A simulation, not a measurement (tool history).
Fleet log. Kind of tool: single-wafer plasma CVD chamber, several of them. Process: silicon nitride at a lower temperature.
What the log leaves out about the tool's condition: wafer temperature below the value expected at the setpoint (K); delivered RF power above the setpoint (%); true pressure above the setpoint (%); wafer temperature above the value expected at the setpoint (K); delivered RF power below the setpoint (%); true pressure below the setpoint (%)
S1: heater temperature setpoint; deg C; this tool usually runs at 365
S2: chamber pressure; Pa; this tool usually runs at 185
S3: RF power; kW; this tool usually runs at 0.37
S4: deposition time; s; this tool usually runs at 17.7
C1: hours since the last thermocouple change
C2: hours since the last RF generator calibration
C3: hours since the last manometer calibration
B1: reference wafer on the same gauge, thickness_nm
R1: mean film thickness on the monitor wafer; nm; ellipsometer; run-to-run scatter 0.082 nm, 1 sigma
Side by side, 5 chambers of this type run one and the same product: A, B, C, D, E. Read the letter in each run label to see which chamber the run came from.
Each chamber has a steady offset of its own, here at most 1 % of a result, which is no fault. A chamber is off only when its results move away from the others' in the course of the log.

run 1B hour=7.4 | S1=365 S2=185 S3=0.37 S4=17.7 | C1=324.6 C2=1005.9 C3=770.9 | B1=26.713 | R1=22.952
run 2E hour=12.5 | S1=365 S2=185 S3=0.37 S4=17.7 | C1=2036.8 C2=170.9 C3=1149.9 | B1=26.708 | R1=22.887
-- hour=16.3 chamber D: thermocouple changed; heater temperature recalibrated
run 3D hour=17.6 | S1=365 S2=185 S3=0.37 S4=17.7 | C1=1.3 C2=704.6 C3=1142.3 | B1=26.693 | R1=23.01
-- hour=18.6 chamber C: RF generator calibrated
run 4A hour=23.5 | S1=365 S2=185 S3=0.37 S4=17.7 | C1=1864.9 C2=314.1 C3=530.2 | B1=26.684 | R1=22.949
run 5C hour=32 | S1=365 S2=185 S3=0.37 S4=17.7 | C1=2536.1 C2=13.4 C3=612.1 | B1=26.677 | R1=22.919
run 6D hour=41.9 | S1=365 S2=185 S3=0.37 S4=17.7 | C1=25.6 C2=728.9 C3=1166.6 | B1=26.687 | R1=22.871
run 7B hour=48.1 | S1=356 S2=185 S3=0.37 S4=17.7 | C1=365.3 C2=1046.6 C3=811.6 | B1=26.723 | R1=23.04
run 8A hour=56.3 | S1=356 S2=185 S3=0.37 S4=17.7 | C1=1897.7 C2=346.9 C3=563 | B1=26.676 | R1=22.91
run 9E hour=64 | S1=356 S2=185 S3=0.37 S4=17.7 | C1=2088.3 C2=222.4 C3=1201.4 | B1=26.678 | R1=22.891
run 10C hour=71.1 | S1=356 S2=185 S3=0.37 S4=17.7 | C1=2575.2 C2=52.5 C3=651.2 | B1=26.701 | R1=22.857
run 11E hour=77 | S1=356 S2=185 S3=0.37 S4=17.7 | C1=2101.3 C2=235.4 C3=1214.4 | B1=26.7 | R1=22.855
run 12B hour=83.1 | S1=365 S2=185 S3=0.37 S4=17.7 | C1=400.3 C2=1081.6 C3=846.6 | B1=26.717 | R1=23.079
run 13A hour=90.2 | S1=365 S2=185 S3=0.37 S4=17.7 | C1=1931.6 C2=380.8 C3=596.9 | B1=26.714 | R1=22.933
run 14D hour=95.7 | S1=365 S2=185 S3=0.37 S4=17.7 | C1=79.4 C2=782.7 C3=1220.4 | B1=26.711 | R1=22.963
run 15C hour=104.8 | S1=365 S2=185 S3=0.37 S4=17.7 | C1=2608.9 C2=86.2 C3=684.9 | B1=26.732 | R1=22.765
run 16D hour=112.5 | S1=365 S2=185 S3=0.37 S4=17.7 | C1=96.2 C2=799.5 C3=1237.2 | B1=26.673 | R1=22.862
run 17A hour=120.3 | S1=365 S2=185 S3=0.37 S4=17.7 | C1=1961.7 C2=410.9 C3=627 | B1=26.698 | R1=23.029
run 18C hour=125.8 | S1=365 S2=185 S3=0.37 S4=17.7 | C1=2629.9 C2=107.2 C3=705.9 | B1=26.684 | R1=22.765
run 19E hour=132.4 | S1=365 S2=185 S3=0.435 S4=14.5 | C1=2156.7 C2=290.8 C3=1269.8 | B1=26.693 | R1=20.622
run 20B hour=137.1 | S1=365 S2=185 S3=0.435 S4=14.5 | C1=454.3 C2=1135.6 C3=900.6 | B1=26.686 | R1=20.807
run 21B hour=142.3 | S1=365 S2=185 S3=0.435 S4=14.5 | C1=459.5 C2=1140.8 C3=905.8 | B1=26.691 | R1=20.786
run 22C hour=149.4 | S1=365 S2=185 S3=0.435 S4=14.5 | C1=2653.5 C2=130.8 C3=729.5 | B1=26.725 | R1=20.437
run 23A hour=157.1 | S1=365 S2=185 S3=0.435 S4=14.5 | C1=1998.5 C2=447.7 C3=663.8 | B1=26.701 | R1=20.774
run 24E hour=163.4 | S1=365 S2=185 S3=0.37 S4=20.8 | C1=2187.7 C2=321.8 C3=1300.8 | B1=26.676 | R1=27.008
run 25D hour=172.2 | S1=365 S2=185 S3=0.37 S4=20.8 | C1=155.9 C2=859.2 C3=1296.9 | B1=26.713 | R1=26.561
run 26E hour=177.5 | S1=365 S2=185 S3=0.37 S4=20.8 | C1=2201.8 C2=335.9 C3=1314.9 | B1=26.685 | R1=26.994
run 27D hour=186.4 | S1=365 S2=185 S3=0.37 S4=20.8 | C1=170.1 C2=873.4 C3=1311.1 | B1=26.705 | R1=26.266
run 28B hour=192.7 | S1=365 S2=185 S3=0.37 S4=20.8 | C1=509.9 C2=1191.2 C3=956.2 | B1=26.701 | R1=26.963
run 29A hour=198.4 | S1=365 S2=185 S3=0.37 S4=17.7 | C1=2039.8 C2=489 C3=705.1 | B1=26.703 | R1=23.086
run 30C hour=205.3 | S1=371 S2=185 S3=0.4 S4=17.7 | C1=2709.4 C2=186.7 C3=785.4 | B1=26.697 | R1=23.76
run 31E hour=212.5 | S1=371 S2=185 S3=0.4 S4=17.7 | C1=2236.8 C2=370.9 C3=1349.9 | B1=26.696 | R1=23.901
run 32D hour=222 | S1=371 S2=185 S3=0.4 S4=17.7 | C1=205.7 C2=909 C3=1346.7 | B1=26.682 | R1=23.367
run 33C hour=227.1 | S1=371 S2=185 S3=0.4 S4=17.7 | C1=2731.2 C2=208.5 C3=807.2 | B1=26.69 | R1=23.696

Is one chamber off against the others, does the gauge drift, or is nothing wrong? If a chamber is off, say which, and what the likeliest cause is.

One chamber, D, drifts off from the rest bit by bit.
What lies behind it: delivered RF power below the setpoint (%) = 5.65.

Which of the 4 candidates below, each the usual settings with something changed and its results left as question marks, puts chamber D back in line with what the other chambers give on the usual settings?
In line here means within this much of the mean the other chambers give on the usual settings: R1 0.29 nm
run 34D-1 hour=234.7 | S1=366 S2=165 S3=0.37 S4=17.7 | R1=?
run 34D-2 hour=234.7 | S1=365 S2=185 S3=0.36 S4=17 | R1=?
run 34D-3 hour=234.7 | S1=365 S2=188 S3=0.38 S4=18.4 | R1=?
run 34D-4 hour=234.7 | S1=365 S2=188 S3=0.37 S4=18.2 | R1=?

What the other chambers average on the usual settings: R1 22.849 nm
run=34D-1 R1=21.389
run=34D-2 R1=20.89
run=34D-3 R1=23.505
run=34D-4 R1=22.854
It is 34D-4 that realigns the chamber with its peers.
